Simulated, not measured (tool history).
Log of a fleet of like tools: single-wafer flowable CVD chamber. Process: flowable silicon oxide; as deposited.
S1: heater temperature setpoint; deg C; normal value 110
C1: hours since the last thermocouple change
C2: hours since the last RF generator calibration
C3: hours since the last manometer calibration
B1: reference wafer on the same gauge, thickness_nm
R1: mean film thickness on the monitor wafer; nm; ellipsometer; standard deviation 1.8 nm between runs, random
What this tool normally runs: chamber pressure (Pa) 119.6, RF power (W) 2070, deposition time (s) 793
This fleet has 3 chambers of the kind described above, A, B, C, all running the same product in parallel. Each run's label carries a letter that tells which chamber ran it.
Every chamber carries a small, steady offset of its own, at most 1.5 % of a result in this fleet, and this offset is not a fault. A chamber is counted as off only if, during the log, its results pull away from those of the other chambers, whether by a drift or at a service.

{"run": "1C", "day": 0.325, "S1": 110, "chamber pressure (Pa)": 119.6, "RF power (W)": 2070, "deposition time (s)": 793, "C1": 1414.7, "C2": 367.4, "C3": 267.8, "B1": 383.67, "R1": 402.28}
{"run": "2B", "day": 0.908, "S1": 110, "chamber pressure (Pa)": 119.6, "RF power (W)": 2070, "deposition time (s)": 793, "C1": 833.8, "C2": 1032.6, "C3": 549.2, "B1": 383.96, "R1": 401.93}
{"run": "3A", "day": 1.392, "S1": 110, "chamber pressure (Pa)": 119.6, "RF power (W)": 2070, "deposition time (s)": 793, "C1": 823.0, "C2": 1285.8, "C3": 809.7, "B1": 383.87, "R1": 397.66}
{"run": "4A", "day": 2.025, "S1": 110, "chamber pressure (Pa)": 119.6, "RF power (W)": 2070, "deposition time (s)": 793, "C1": 838.2, "C2": 1301.0, "C3": 824.9, "B1": 384.11, "R1": 397.83}
{"run": "5C", "day": 2.583, "S1": 117, "chamber pressure (Pa)": 119.6, "RF power (W)": 2070, "deposition time (s)": 793, "C1": 1468.9, "C2": 421.6, "C3": 322.0, "B1": 384.25, "R1": 323.9}
{"run": "6B", "day": 2.962, "S1": 117, "chamber pressure (Pa)": 119.6, "RF power (W)": 2070, "deposition time (s)": 793, "C1": 883.1, "C2": 1081.9, "C3": 598.5, "B1": 384.48, "R1": 320.78}
{"run": "7C", "day": 3.388, "S1": 117, "chamber pressure (Pa)": 119.6, "RF power (W)": 2070, "deposition time (s)": 793, "C1": 1488.2, "C2": 440.9, "C3": 341.3, "B1": 384.22, "R1": 326.11}
{"run": "8B", "day": 3.721, "S1": 110, "chamber pressure (Pa)": 119.6, "RF power (W)": 2070, "deposition time (s)": 793, "C1": 901.3, "C2": 1100.1, "C3": 616.7, "B1": 383.49, "R1": 405.49}
{"run": "9A", "day": 4.054, "S1": 110, "chamber pressure (Pa)": 119.6, "RF power (W)": 2070, "deposition time (s)": 793, "C1": 886.9, "C2": 1349.7, "C3": 873.6, "B1": 383.72, "R1": 397.73}
{"run": "10A", "day": 4.521, "S1": 110, "chamber pressure (Pa)": 119.6, "RF power (W)": 2070, "deposition time (s)": 793, "C1": 898.1, "C2": 1360.9, "C3": 884.8, "B1": 383.68, "R1": 399.39}
{"run": "11C", "day": 4.942, "S1": 110, "chamber pressure (Pa)": 119.6, "RF power (W)": 2070, "deposition time (s)": 793, "C1": 1525.5, "C2": 478.2, "C3": 378.6, "B1": 384.11, "R1": 407.32}
{"run": "12B", "day": 5.229, "S1": 110, "chamber pressure (Pa)": 119.6, "RF power (W)": 2070, "deposition time (s)": 793, "C1": 937.5, "C2": 1136.3, "C3": 652.9, "B1": 384.29, "R1": 404.04}
{"run": "13C", "day": 5.55, "S1": 110, "chamber pressure (Pa)": 119.6, "RF power (W)": 2070, "deposition time (s)": 793, "C1": 1540.1, "C2": 492.8, "C3": 393.2, "B1": 383.88, "R1": 406.59}
{"run": "14A", "day": 6.162, "S1": 110, "chamber pressure (Pa)": 119.6, "RF power (W)": 2070, "deposition time (s)": 793, "C1": 937.5, "C2": 1400.3, "C3": 924.2, "B1": 383.94, "R1": 395.62}
{"run": "15B", "day": 6.558, "S1": 110, "chamber pressure (Pa)": 119.6, "RF power (W)": 2070, "deposition time (s)": 793, "C1": 969.4, "C2": 1168.2, "C3": 684.8, "B1": 384.05, "R1": 406.51}
{"run": "16B", "day": 6.967, "S1": 110, "chamber pressure (Pa)": 119.6, "RF power (W)": 2070, "deposition time (s)": 793, "C1": 979.2, "C2": 1178.0, "C3": 694.6, "B1": 383.97, "R1": 403.96}
{"run": "17A", "day": 7.321, "S1": 110, "chamber pressure (Pa)": 119.6, "RF power (W)": 2070, "deposition time (s)": 793, "C1": 965.3, "C2": 1428.1, "C3": 952.0, "B1": 384.17, "R1": 398.89}
{"run": "18C", "day": 7.846, "S1": 110, "chamber pressure (Pa)": 119.6, "RF power (W)": 2070, "deposition time (s)": 793, "C1": 1595.2, "C2": 547.9, "C3": 448.3, "B1": 384.12, "R1": 413.8}
{"run": "19B", "day": 8.129, "S1": 110, "chamber pressure (Pa)": 119.6, "RF power (W)": 2070, "deposition time (s)": 793, "C1": 1007.1, "C2": 1205.9, "C3": 722.5, "B1": 384.09, "R1": 402.65}
{"run": "20C", "day": 8.671, "S1": 110, "chamber pressure (Pa)": 119.6, "RF power (W)": 2070, "deposition time (s)": 793, "C1": 1615.0, "C2": 567.7, "C3": 468.1, "B1": 383.64, "R1": 418.65}
{"run": "21A", "day": 9.0, "S1": 110, "chamber pressure (Pa)": 119.6, "RF power (W)": 2070, "deposition time (s)": 793, "C1": 1005.6, "C2": 1468.4, "C3": 992.3, "B1": 384.0, "R1": 395.22}
{"run": "22A", "day": 9.633, "S1": 110, "chamber pressure (Pa)": 119.6, "RF power (W)": 2070, "deposition time (s)": 793, "C1": 1020.8, "C2": 1483.6, "C3": 1007.5, "B1": 384.35, "R1": 397.36}
{"run": "23B", "day": 10.042, "S1": 117, "chamber pressure (Pa)": 119.6, "RF power (W)": 2070, "deposition time (s)": 793, "C1": 1053.0, "C2": 1251.8, "C3": 768.4, "B1": 384.05, "R1": 325.7}

Has any chamber moved away from the others, gradually or after a service, or does the common gauge drift, or do the chambers differ only by their own small steady offsets? State the chamber and the most likely cause if one applies.

Little by little, chamber C moves away from the other chambers.
What lies behind it: wafer temperature below the value expected at the setpoint (K) = 1.35.
The log may not separate it from: true pressure above the setpoint (%).

Below are 4 candidate recipes for chamber C's next run, each the usual settings with a change, their results shown as question marks. Which of them brings C's results back in line with what the other chambers give on the usual settings?
In line here means within this much of the mean the other chambers give on the usual settings: R1 6.40 nm
{"run": "24C-1", "day": 10.517, "S1": 109, "chamber pressure (Pa)": 120.8, "RF power (W)": 2070, "deposition time (s)": 797, "R1": "?"}
{"run": "24C-2", "day": 10.517, "S1": 110, "chamber pressure (Pa)": 119.6, "RF power (W)": 2105, "deposition time (s)": 863, "R1": "?"}
{"run": "24C-3", "day": 10.517, "S1": 111, "chamber pressure (Pa)": 118.4, "RF power (W)": 2070, "deposition time (s)": 789, "R1": "?"}
{"run": "24C-4", "day": 10.517, "S1": 110, "chamber pressure (Pa)": 113.3, "RF power (W)": 2060, "deposition time (s)": 771, "R1": "?"}

What the other chambers average on the usual settings: R1 400.91 nm
run=24C-1 R1=443.13
run=24C-2 R1=460.59
run=24C-3 R1=401.69
run=24C-4 R1=383.82
The answer is 24C-3, which returns the chamber to within the allowed miss of the others.
